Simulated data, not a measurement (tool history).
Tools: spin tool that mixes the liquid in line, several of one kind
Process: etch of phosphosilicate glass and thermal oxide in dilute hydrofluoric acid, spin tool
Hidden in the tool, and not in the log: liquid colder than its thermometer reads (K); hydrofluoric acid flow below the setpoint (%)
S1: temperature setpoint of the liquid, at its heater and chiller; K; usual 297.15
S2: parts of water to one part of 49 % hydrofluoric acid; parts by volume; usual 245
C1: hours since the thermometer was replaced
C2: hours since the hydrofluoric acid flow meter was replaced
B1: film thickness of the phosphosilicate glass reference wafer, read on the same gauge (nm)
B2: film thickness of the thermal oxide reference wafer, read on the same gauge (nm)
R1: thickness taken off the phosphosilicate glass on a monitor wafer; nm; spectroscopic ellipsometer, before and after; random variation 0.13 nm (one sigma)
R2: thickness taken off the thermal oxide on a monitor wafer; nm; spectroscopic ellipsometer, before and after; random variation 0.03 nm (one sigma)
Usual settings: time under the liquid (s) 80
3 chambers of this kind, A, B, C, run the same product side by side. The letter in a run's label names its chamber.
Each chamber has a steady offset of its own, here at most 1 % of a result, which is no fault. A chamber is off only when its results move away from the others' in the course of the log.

Run 1C, hour 5.8: usual settings; C1 1066.4; C2 1061.2; B1 140.00; B2 99.978. Result: R1 16.644 nm, R2 1.4358 nm.
Run 2B, hour 11.4: usual settings; C1 149.7; C2 442.8; B1 139.94; B2 99.989. Result: R1 16.747 nm, R2 1.3873 nm.
Run 3A, hour 15.8: usual settings; C1 894.8; C2 1642.8; B1 139.98; B2 99.974. Result: R1 16.481 nm, R2 1.3985 nm.
Run 4B, hour 22.6: usual settings; C1 160.9; C2 454.0; B1 140.01; B2 100.010. Result: R1 16.551 nm, R2 1.3421 nm.
Run 5A, hour 25.9: usual settings; C1 904.9; C2 1652.9; B1 140.00; B2 99.981. Result: R1 16.536 nm, R2 1.3665 nm.
Run 6C, hour 32.5: usual settings; C1 1093.1; C2 1087.9; B1 139.99; B2 99.974. Result: R1 16.703 nm, R2 1.4150 nm.
Run 7A, hour 39.2: usual settings; C1 918.2; C2 1666.2; B1 140.02; B2 99.982. Result: R1 16.551 nm, R2 1.3245 nm.
Run 8B, hour 45.1: usual settings; C1 183.4; C2 476.5; B1 139.99; B2 100.000. Result: R1 16.890 nm, R2 1.4034 nm.
Run 9C, hour 52.5: usual settings; C1 1113.1; C2 1107.9; B1 140.01; B2 100.020. Result: R1 16.551 nm, R2 1.3169 nm.
Run 10A, hour 56.9: usual settings; C1 935.9; C2 1683.9; B1 139.98; B2 100.020. Result: R1 16.700 nm, R2 1.3511 nm.
Run 11C, hour 64.2: usual settings; C1 1124.8; C2 1119.6; B1 139.99; B2 99.986. Result: R1 16.496 nm, R2 1.3892 nm.
Run 12B, hour 70.6: usual settings; C1 208.9; C2 502.0; B1 140.03; B2 100.000. Result: R1 16.407 nm, R2 1.3786 nm.
Run 13A, hour 74.6: usual settings but time under the liquid (s) 125; C1 953.6; C2 1701.6; B1 140.00; B2 100.000. Result: R1 25.747 nm, R2 2.1991 nm.
Run 14B, hour 80.2: usual settings but time under the liquid (s) 125; C1 218.5; C2 511.6; B1 140.03; B2 99.974. Result: R1 25.400 nm, R2 2.0989 nm.
Run 15C, hour 87.2: usual settings but time under the liquid (s) 125; C1 1147.8; C2 1142.6; B1 139.98; B2 99.998. Result: R1 25.962 nm, R2 2.1352 nm.
Run 16B, hour 94.3: usual settings; C1 232.6; C2 525.7; B1 140.00; B2 99.993. Result: R1 16.442 nm, R2 1.3895 nm.
At hour 99.1: chamber C: hydrofluoric acid flow meter replaced.
Run 17C, hour 101.1: usual settings; C1 1161.7; C2 2.1; B1 140.00; B2 99.996. Result: R1 16.533 nm, R2 1.4504 nm.
Run 18A, hour 105.8: usual settings; C1 984.8; C2 1732.8; B1 140.01; B2 99.995. Result: R1 16.316 nm, R2 1.3958 nm.
Run 19A, hour 110.2: usual settings; C1 989.2; C2 1737.2; B1 140.01; B2 100.000. Result: R1 16.453 nm, R2 1.3621 nm.
Run 20B, hour 113.9: usual settings; C1 252.2; C2 545.3; B1 140.00; B2 100.020. Result: R1 16.305 nm, R2 1.2862 nm.
Run 21C, hour 117.8: usual settings; C1 1178.4; C2 18.8; B1 139.98; B2 99.994. Result: R1 16.719 nm, R2 1.3714 nm.
Run 22C, hour 121.5: usual settings; C1 1182.1; C2 22.5; B1 140.02; B2 100.010. Result: R1 16.597 nm, R2 1.3522 nm.
Run 23A, hour 127.4: usual settings; C1 1006.4; C2 1754.4; B1 140.04; B2 100.020. Result: R1 16.439 nm, R2 1.3723 nm.
Run 24B, hour 133.8: usual settings; C1 272.1; C2 565.2; B1 140.07; B2 99.973. Result: R1 16.151 nm, R2 1.3484 nm.
Run 25C, hour 140.8: usual settings; C1 1201.4; C2 41.8; B1 139.95; B2 100.020. Result: R1 16.663 nm, R2 1.3745 nm.
Run 26B, hour 145.0: usual settings; C1 283.3; C2 576.4; B1 139.98; B2 99.995. Result: R1 15.977 nm, R2 1.3554 nm.
Run 27A, hour 151.2: usual settings; C1 1030.2; C2 1778.2; B1 139.98; B2 99.986. Result: R1 16.539 nm, R2 1.3930 nm.
Run 28C, hour 157.0: usual settings; C1 1217.6; C2 58.0; B1 140.03; B2 99.988. Result: R1 16.716 nm, R2 1.3614 nm.
Run 29B, hour 164.0: usual settings; C1 302.3; C2 595.4; B1 140.01; B2 100.010. Result: R1 15.916 nm, R2 1.3532 nm.
Run 30A, hour 171.4: usual settings but S1 300.15 K, S2 290 parts by volume; C1 1050.4; C2 1798.4; B1 139.98; B2 100.000. Result: R1 14.752 nm, R2 1.2309 nm.
Run 31C, hour 177.3: usual settings but S1 300.15 K, S2 290 parts by volume; C1 1237.9; C2 78.3; B1 140.00; B2 99.984. Result: R1 14.670 nm, R2 1.2112 nm.
Run 32B, hour 184.7: usual settings but S1 300.15 K, S2 290 parts by volume; C1 323.0; C2 616.1; B1 140.05; B2 100.000. Result: R1 13.889 nm, R2 1.2203 nm.
Run 33A, hour 190.0: usual settings; C1 1069.0; C2 1817.0; B1 140.00; B2 100.020. Result: R1 16.702 nm, R2 1.3894 nm.
Run 34A, hour 197.1: usual settings; C1 1076.1; C2 1824.1; B1 140.03; B2 100.010. Result: R1 16.556 nm, R2 1.3855 nm.
Run 35B, hour 202.8: usual settings; C1 341.1; C2 634.2; B1 140.04; B2 100.000. Result: R1 15.729 nm, R2 1.3024 nm.
Run 36C, hour 210.3: usual settings; C1 1270.9; C2 111.3; B1 139.99; B2 99.985. Result: R1 16.709 nm, R2 1.3540 nm.
Run 37B, hour 215.6: usual settings; C1 353.9; C2 647.0; B1 139.99; B2 100.010. Result: R1 15.594 nm, R2 1.2800 nm.
Run 38A, hour 220.5: usual settings; C1 1099.5; C2 1847.5; B1 140.02; B2 99.988. Result: R1 16.516 nm, R2 1.3889 nm.
Run 39C, hour 224.9: usual settings; C1 1285.5; C2 125.9; B1 140.01; B2 100.000. Result: R1 16.760 nm, R2 1.3309 nm.
Run 40C, hour 231.9: usual settings; C1 1292.5; C2 132.9; B1 139.94; B2 99.988. Result: R1 16.589 nm, R2 1.4012 nm.
Run 41B, hour 238.4: usual settings; C1 376.7; C2 669.8; B1 139.99; B2 100.000. Result: R1 15.370 nm, R2 1.2896 nm.
Run 42A, hour 242.9: usual settings but S1 301.65 K; C1 1121.9; C2 1869.9; B1 139.95; B2 99.998. Result: R1 19.207 nm, R2 1.5923 nm.
Run 43B, hour 248.9: usual settings but S1 301.65 K; C1 387.2; C2 680.3; B1 139.99; B2 100.020. Result: R1 17.935 nm, R2 1.4702 nm.

What goes on in this fleet: one chamber off, a drifting gauge, or nothing beyond the chambers' own small offsets? Name the chamber and the cause, if any.

Chamber B drifts away from the others.
Cause: hydrofluoric acid flow below the setpoint (%) = 6.46.
The log may not tell that from: liquid colder than its thermometer reads (K).

Here are 4 candidates for chamber B's next run, each the usual settings with a change, their results left as question marks. Which one brings its results back in line with what the others give on the usual settings?
In line means no further than this from the other chambers' mean on the usual settings: R1 0.450 nm; R2 0.1000 nm
Run 44B-1, hour 254.4: usual settings but S2 240 parts by volume, time under the liquid (s) 85. Result: R1 ?, R2 ?.
Run 44B-2, hour 254.4: usual settings but S2 250 parts by volume. Result: R1 ?, R2 ?.
Run 44B-3, hour 254.4: usual settings but S2 250 parts by volume, time under the liquid (s) 75. Result: R1 ?, R2 ?.
Run 44B-4, hour 254.4: usual settings but S2 240 parts by volume. Result: R1 ?, R2 ?.

The other chambers' mean on the usual settings: R1 16.584 nm; R2 1.3771 nm
  run      R1      R2
44B-1  16.770  1.4026
44B-2  14.985  1.2533
44B-3  14.048  1.1750
44B-4  15.783  1.3201
44B-1 brings the chamber back in line.

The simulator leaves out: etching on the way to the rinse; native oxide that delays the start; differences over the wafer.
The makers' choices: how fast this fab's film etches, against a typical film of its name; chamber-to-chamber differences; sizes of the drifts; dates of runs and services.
